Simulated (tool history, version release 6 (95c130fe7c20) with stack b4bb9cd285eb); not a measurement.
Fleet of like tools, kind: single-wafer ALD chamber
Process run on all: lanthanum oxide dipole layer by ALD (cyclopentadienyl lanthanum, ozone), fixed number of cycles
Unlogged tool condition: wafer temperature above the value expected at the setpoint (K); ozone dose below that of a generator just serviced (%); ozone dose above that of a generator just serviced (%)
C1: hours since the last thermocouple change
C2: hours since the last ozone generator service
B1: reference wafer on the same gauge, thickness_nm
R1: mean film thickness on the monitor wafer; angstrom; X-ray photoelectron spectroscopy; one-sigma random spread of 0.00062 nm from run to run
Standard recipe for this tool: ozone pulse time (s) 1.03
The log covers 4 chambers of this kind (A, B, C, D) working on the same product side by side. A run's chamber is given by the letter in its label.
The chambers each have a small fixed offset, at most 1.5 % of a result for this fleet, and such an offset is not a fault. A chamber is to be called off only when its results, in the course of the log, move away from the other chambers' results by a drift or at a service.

Run 1A, hour 6.4: usual settings; C1 1273.8; C2 307.9; B1 0.49608. Result: R1 4.9643 angstrom.
Run 2C, hour 11.2: usual settings; C1 975.7; C2 658.1; B1 0.49614. Result: R1 5.1007 angstrom.
Run 3D, hour 14.7: usual settings; C1 474; C2 669.6; B1 0.49617. Result: R1 5.013 angstrom.
Run 4B, hour 18: usual settings; C1 1650.6; C2 1089; B1 0.49607. Result: R1 5.0495 angstrom.
Run 5A, hour 21.6: usual settings; C1 1289; C2 323.1; B1 0.49614. Result: R1 4.9752 angstrom.
Run 6B, hour 26.9: usual settings; C1 1659.5; C2 1097.9; B1 0.49625. Result: R1 5.0518 angstrom.
Run 7C, hour 33.2: usual settings; C1 997.7; C2 680.1; B1 0.49642. Result: R1 5.0877 angstrom.
Run 8D, hour 36.3: usual settings but ozone pulse time (s) 0.73; C1 495.6; C2 691.2; B1 0.4966. Result: R1 4.4444 angstrom.
Run 9A, hour 42: usual settings but ozone pulse time (s) 0.73; C1 1309.4; C2 343.5; B1 0.49645. Result: R1 4.3508 angstrom.
Run 10C, hour 45.2: usual settings but ozone pulse time (s) 0.73; C1 1009.7; C2 692.1; B1 0.49662. Result: R1 4.4897 angstrom.
Run 11D, hour 50: usual settings but ozone pulse time (s) 0.73; C1 509.3; C2 704.9; B1 0.49667. Result: R1 4.4351 angstrom.
At hour 50.5: chamber D: ozone generator serviced.
Run 12B, hour 55: usual settings; C1 1687.6; C2 1126; B1 0.49666. Result: R1 5.0394 angstrom.
Run 13A, hour 61.5: usual settings; C1 1328.9; C2 363; B1 0.49672. Result: R1 4.9796 angstrom.
Run 14D, hour 65.2: usual settings but ozone pulse time (s) 0.69; C1 524.5; C2 14.8; B1 0.49684. Result: R1 4.3447 angstrom.
Run 15B, hour 71.6: usual settings but ozone pulse time (s) 0.69; C1 1704.2; C2 1142.6; B1 0.49694. Result: R1 4.3151 angstrom.
Run 16C, hour 75.8: usual settings but ozone pulse time (s) 0.69; C1 1040.3; C2 722.7; B1 0.4969. Result: R1 4.3869 angstrom.
Run 17D, hour 80.9: usual settings but ozone pulse time (s) 0.69; C1 540.2; C2 30.5; B1 0.49701. Result: R1 4.3339 angstrom.
Run 18B, hour 85.7: usual settings; C1 1718.3; C2 1156.7; B1 0.49684. Result: R1 5.0539 angstrom.
Run 19C, hour 89.1: usual settings; C1 1053.6; C2 736; B1 0.49711. Result: R1 5.0895 angstrom.
Run 20A, hour 94.7: usual settings; C1 1362.1; C2 396.2; B1 0.49735. Result: R1 4.9815 angstrom.
Run 21C, hour 98.8: usual settings; C1 1063.3; C2 745.7; B1 0.49741. Result: R1 5.1055 angstrom.
Run 22B, hour 104.9: usual settings; C1 1737.5; C2 1175.9; B1 0.49733. Result: R1 5.0572 angstrom.
Run 23A, hour 108.2: usual settings; C1 1375.6; C2 409.7; B1 0.49744. Result: R1 4.9841 angstrom.
Run 24D, hour 114.7: usual settings; C1 574; C2 64.3; B1 0.49733. Result: R1 5.0359 angstrom.
Run 25B, hour 119.2: usual settings; C1 1751.8; C2 1190.2; B1 0.49757. Result: R1 5.0679 angstrom.
Run 26D, hour 122.7: usual settings; C1 582; C2 72.3; B1 0.49743. Result: R1 5.0386 angstrom.
Run 27C, hour 127: usual settings; C1 1091.5; C2 773.9; B1 0.49765. Result: R1 5.1009 angstrom.
Run 28A, hour 132.4: usual settings but ozone pulse time (s) 0.82; C1 1399.8; C2 433.9; B1 0.49766. Result: R1 4.5947 angstrom.
Run 29C, hour 137.6: usual settings but ozone pulse time (s) 0.82; C1 1102.1; C2 784.5; B1 0.49759. Result: R1 4.7263 angstrom.
Run 30A, hour 141.4: usual settings but ozone pulse time (s) 0.82; C1 1408.8; C2 442.9; B1 0.49766. Result: R1 4.6097 angstrom.
Run 31B, hour 147.3: usual settings but ozone pulse time (s) 0.82; C1 1779.9; C2 1218.3; B1 0.49802. Result: R1 4.6649 angstrom.
Run 32D, hour 150.5: usual settings but ozone pulse time (s) 1.39; C1 609.8; C2 100.1; B1 0.49776. Result: R1 5.4097 angstrom.
Run 33C, hour 155.3: usual settings but ozone pulse time (s) 1.39; C1 1119.8; C2 802.2; B1 0.49791. Result: R1 5.4868 angstrom.
Run 34D, hour 160.2: usual settings but ozone pulse time (s) 1.39; C1 619.5; C2 109.8; B1 0.49806. Result: R1 5.4066 angstrom.
Run 35A, hour 165.3: usual settings but ozone pulse time (s) 1.39; C1 1432.7; C2 466.8; B1 0.49802. Result: R1 5.3724 angstrom.
Run 36B, hour 171: usual settings but ozone pulse time (s) 1.43; C1 1803.6; C2 1242; B1 0.49815. Result: R1 5.477 angstrom.
Run 37C, hour 176.9: usual settings but ozone pulse time (s) 1.43; C1 1141.4; C2 823.8; B1 0.49819. Result: R1 5.5211 angstrom.
Run 38A, hour 183.5: usual settings but ozone pulse time (s) 1.43; C1 1450.9; C2 485; B1 0.49828. Result: R1 5.3875 angstrom.
Run 39D, hour 188.7: usual settings but ozone pulse time (s) 1.43; C1 648; C2 138.3; B1 0.49836. Result: R1 5.4388 angstrom.
Run 40B, hour 192.4: usual settings; C1 1825; C2 1263.4; B1 0.49836. Result: R1 5.066 angstrom.
Run 41B, hour 196.3: usual settings; C1 1828.9; C2 1267.3; B1 0.49837. Result: R1 5.0658 angstrom.

All chambers now run identical settings, listed one chamber a line with results as question marks. What results will each chamber show?
Run 42A, hour 201.3: usual settings but ozone pulse time (s) 0.67. Result: R1 ?.
Run 42B, hour 201.3: usual settings but ozone pulse time (s) 0.67. Result: R1 ?.
Run 42C, hour 201.3: usual settings but ozone pulse time (s) 0.67. Result: R1 ?.
Run 42D, hour 201.3: usual settings but ozone pulse time (s) 0.67. Result: R1 ?.

run      R1
42A  4.2115
42B  4.2616
42C  4.3431
42D  4.2944

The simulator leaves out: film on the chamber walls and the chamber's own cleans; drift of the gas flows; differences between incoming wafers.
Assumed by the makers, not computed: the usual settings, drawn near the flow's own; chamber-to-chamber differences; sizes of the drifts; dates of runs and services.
